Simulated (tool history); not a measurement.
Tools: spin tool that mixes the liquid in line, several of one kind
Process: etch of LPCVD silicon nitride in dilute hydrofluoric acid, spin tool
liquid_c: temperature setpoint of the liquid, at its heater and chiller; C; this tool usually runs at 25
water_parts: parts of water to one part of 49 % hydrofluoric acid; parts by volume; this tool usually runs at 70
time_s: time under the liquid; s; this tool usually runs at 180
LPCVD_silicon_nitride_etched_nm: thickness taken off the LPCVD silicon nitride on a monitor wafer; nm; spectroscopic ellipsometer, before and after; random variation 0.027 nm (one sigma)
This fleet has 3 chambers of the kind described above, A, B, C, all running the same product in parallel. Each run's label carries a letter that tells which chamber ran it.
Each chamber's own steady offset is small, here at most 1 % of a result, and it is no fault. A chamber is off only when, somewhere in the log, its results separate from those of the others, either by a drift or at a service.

| run | hour | liquid_c | water_parts | time_s | read-back film thickness of the LPCVD silicon nitride reference wafer, read on the same gauge (nm) | LPCVD_silicon_nitride_etched_nm |
|---|---|---|---|---|---|---|
| 1B | 6.6 | 25 | 70 | 180 | 150.01 | 1.5538 |
| 2A | 16.4 | 25 | 70 | 180 | 150.03 | 1.5901 |
| 3C | 27.1 | 25 | 70 | 180 | 149.98 | 1.5548 |
| 4A | 37 | 25 | 70 | 180 | 149.99 | 1.6029 |
| 5B | 42.9 | 25 | 70 | 180 | 149.97 | 1.5268 |
| 6C | 49.9 | 25 | 70 | 180 | 150.03 | 1.5466 |
| 7B | 60.3 | 25 | 70 | 180 | 150 | 1.5861 |
| 8A | 71.4 | 25 | 70 | 180 | 150 | 1.5678 |
| 9C | 78 | 25 | 70 | 180 | 150.02 | 1.6 |
| 10B | 86 | 25 | 70 | 180 | 149.99 | 1.5407 |
| 11A | 92.3 | 25 | 70 | 180 | 150.01 | 1.5688 |
| 12C | 98.9 | 25 | 70 | 180 | 149.98 | 1.5761 |
| 13C | 104.4 | 25 | 70 | 180 | 149.99 | 1.559 |
| 14B | 111.4 | 25 | 70 | 180 | 150.03 | 1.5818 |
| 15A | 120.5 | 25 | 70 | 180 | 149.98 | 1.5712 |
| 16C | 126.8 | 25 | 70 | 180 | 150.02 | 1.571 |
| 17B | 136.9 | 25 | 70 | 180 | 150.03 | 1.5516 |
| 18A | 142.1 | 25 | 70 | 180 | 150.01 | 1.5489 |
| 19C | 148.2 | 20.5 | 100 | 180 | 150.01 | 0.82707 |
| 20B | 158.7 | 20.5 | 100 | 180 | 150.03 | 0.80613 |
| 21A | 169.5 | 20.5 | 100 | 180 | 150.01 | 0.77926 |
| 22B | 180.4 | 25 | 70 | 180 | 149.92 | 1.6125 |
| 23A | 189.7 | 25 | 70 | 180 | 150.06 | 1.4985 |
|  | 192.7 | chamber C: thermometer replaced |
| 24C | 200.8 | 25 | 70 | 180 | 149.98 | 1.538 |
| 25A | 211.3 | 25 | 70 | 180 | 149.99 | 1.5116 |
| 26C | 220.5 | 25 | 70 | 180 | 150.05 | 1.5562 |
| 27B | 230.7 | 25 | 70 | 180 | 149.96 | 1.5893 |
| 28C | 240.9 | 25 | 70 | 180 | 149.99 | 1.5702 |
| 29B | 251.4 | 25 | 70 | 180 | 150 | 1.5566 |
| 30A | 263 | 25 | 70 | 180 | 150 | 1.4071 |
| 31B | 271.8 | 25 | 90 | 100 | 149.98 | 0.66975 |
| 32C | 280.9 | 25 | 90 | 100 | 150.01 | 0.67322 |
| 33A | 289.2 | 25 | 90 | 100 | 150 | 0.612 |
| 34A | 300.3 | 25 | 70 | 180 | 149.97 | 1.3863 |
| 35C | 309.9 | 25 | 70 | 180 | 149.94 | 1.5664 |
| 36B | 321.5 | 25 | 70 | 180 | 150.01 | 1.596 |
| 37A | 327.3 | 25 | 70 | 180 | 149.97 | 1.4299 |
| 38C | 334.4 | 29 | 40 | 180 | 149.97 | 3.5597 |
| 39B | 342.5 | 29 | 40 | 180 | 150.02 | 3.6748 |
| 40B | 350.4 | 29 | 40 | 180 | 150.01 | 3.5722 |
| 41A | 356.8 | 20.5 | 70 | 180 | 149.97 | 0.98752 |
| 42C | 364.4 | 20.5 | 70 | 180 | 150.04 | 1.161 |

Read the log: is a single chamber off, either drifting away or since a service, is the gauge that measures every chamber drifting, or is nothing wrong beyond small per-chamber offsets? Name any odd chamber and what most likely caused it.

It is chamber A that slowly wanders off from its peers.
What lies behind it: liquid colder than its thermometer reads (K) = 2.3.
With only this log, it may be confused with: hydrofluoric acid flow below the setpoint (%).

Here are 4 candidates for chamber A's next run, each the usual settings with a change, their results left as question marks. Which one brings its results back in line with what the others give on the usual settings?
Maximum distance from the other chambers' mean on the usual settings for a result to count as in line: LPCVD_silicon_nitride_etched_nm 0.095 nm
| 43A-1 | 372.8 | 24.5 | 75 | 170 |  | ? |
| 43A-2 | 372.8 | 25.5 | 70 | 200 |  | ? |
| 43A-3 | 372.8 | 24 | 85 | 180 |  | ? |
| 43A-4 | 372.8 | 25.5 | 65 | 210 |  | ? |

On the usual settings, the other chambers give on average: LPCVD_silicon_nitride_etched_nm 1.57 nm
| run | LPCVD_silicon_nitride_etched_nm |
|---|---|
| 43A-1 | 1.1596 |
| 43A-2 | 1.5603 |
| 43A-3 | 1.0515 |
| 43A-4 | 1.7603 |
The right change is 43A-2: it brings the chamber back within the allowed miss of the others.
